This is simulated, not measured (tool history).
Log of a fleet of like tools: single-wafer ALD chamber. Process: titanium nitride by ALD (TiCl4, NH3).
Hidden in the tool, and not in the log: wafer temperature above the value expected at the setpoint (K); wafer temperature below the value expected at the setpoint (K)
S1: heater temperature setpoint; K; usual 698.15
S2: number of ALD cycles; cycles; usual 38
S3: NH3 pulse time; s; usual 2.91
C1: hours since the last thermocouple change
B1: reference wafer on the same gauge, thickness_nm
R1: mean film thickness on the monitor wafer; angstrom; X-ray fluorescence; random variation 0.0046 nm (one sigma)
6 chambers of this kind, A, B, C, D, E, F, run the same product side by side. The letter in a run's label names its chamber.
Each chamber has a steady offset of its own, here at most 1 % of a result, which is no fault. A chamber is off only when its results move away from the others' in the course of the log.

run   hour      S1  S2    S3      C1       B1      R1
 1A    4.7  698.15  38  2.91   343.6  0.97089  8.6216
 2D   10.3  698.15  38  2.91   704.2  0.96968  8.5603
      13.1  -- chamber C: thermocouple changed; heater temperature recalibrated
 3F   17.1  698.15  38  2.91  1013.5  0.97051  8.5622
 4B   20.4  698.15  38  2.91  1805.6  0.97048  8.5469
 5E   24.3  698.15  38  2.91  2411.5  0.97058  8.5065
 6C   28.5  698.15  38  2.91    15.4  0.97172  8.5297
 7E   34.7  698.15  38  2.91  2421.9  0.97074  8.4829
 8B   41.9  698.15  32  2.21  1827.1  0.97100  7.2175
 9D   48.2  698.15  32  2.21   742.1  0.97127  7.2161
10C   55.5  698.15  32  2.21    42.4  0.96994  7.1976
11F   59.4  698.15  32  2.21  1055.8  0.97019  7.1313
12A   66.4  698.15  32  2.21   405.3  0.97128  7.1804
13A   70.5  698.15  32  2.21   409.4  0.97122  7.1538
14B   75.0  698.15  38  2.91  1860.2  0.97036  8.5570
      77.3  -- chamber E: thermocouple changed; heater temperature recalibrated
15E   80.8  698.15  38  2.91     3.6  0.97064  8.5651
16D   84.2  698.15  38  2.91   778.1  0.97027  8.5006
17F   90.7  698.15  38  2.91  1087.1  0.96995  8.5795
18C   95.5  698.15  38  2.91    82.4  0.97071  8.5923
19D  101.8  698.15  38  2.91   795.7  0.96992  8.5274
20A  106.7  698.15  38  2.91   445.6  0.97098  8.5391
21F  114.0  698.15  38  2.91  1110.4  0.97110  8.5054
22C  119.2  698.15  38  2.42   106.1  0.96958  8.4883
23E  123.0  698.15  38  2.42    45.8  0.97068  8.5775
24B  127.1  698.15  38  2.42  1912.3  0.97128  8.6071
25A  131.2  698.15  38  2.42   470.1  0.97156  8.5270
26E  134.5  698.15  38  2.42    57.3  0.97069  8.5212
27B  139.2  698.15  38  2.42  1924.4  0.97117  8.6237
28D  145.0  698.15  38  2.91   838.9  0.97097  8.5604
29C  148.9  698.15  38  2.91   135.8  0.97053  8.6377
30F  152.3  692.15  38  2.91  1148.7  0.97102  8.4939
31C  157.7  692.15  38  2.91   144.6  0.97094  8.5259
32A  164.1  692.15  38  2.91   503.0  0.97005  8.5411
33B  168.0  692.15  38  2.91  1953.2  0.97144  8.6338
34F  175.1  692.15  38  2.91  1171.5  0.96919  8.5257
35E  179.5  692.15  38  2.91   102.3  0.97204  8.6123
36D  186.9  698.15  38  2.91   880.8  0.97112  8.5600
37F  192.6  698.15  41  2.91  1189.0  0.97126  9.2089
38D  196.7  698.15  41  2.91   890.6  0.96977  9.2788
39A  200.2  698.15  41  2.91   539.1  0.97014  9.2796

Next, every chamber runs the same settings. What will each give?
40A  205.5  698.15  38  2.91           ?
40B  205.5  698.15  38  2.91           ?
40C  205.5  698.15  38  2.91           ?
40D  205.5  698.15  38  2.91           ?
40E  205.5  698.15  38  2.91           ?
40F  205.5  698.15  38  2.91           ?

run      R1
40A  8.5993
40B  8.7310
40C  8.5808
40D  8.5197
40E  8.5113
40F  8.5866
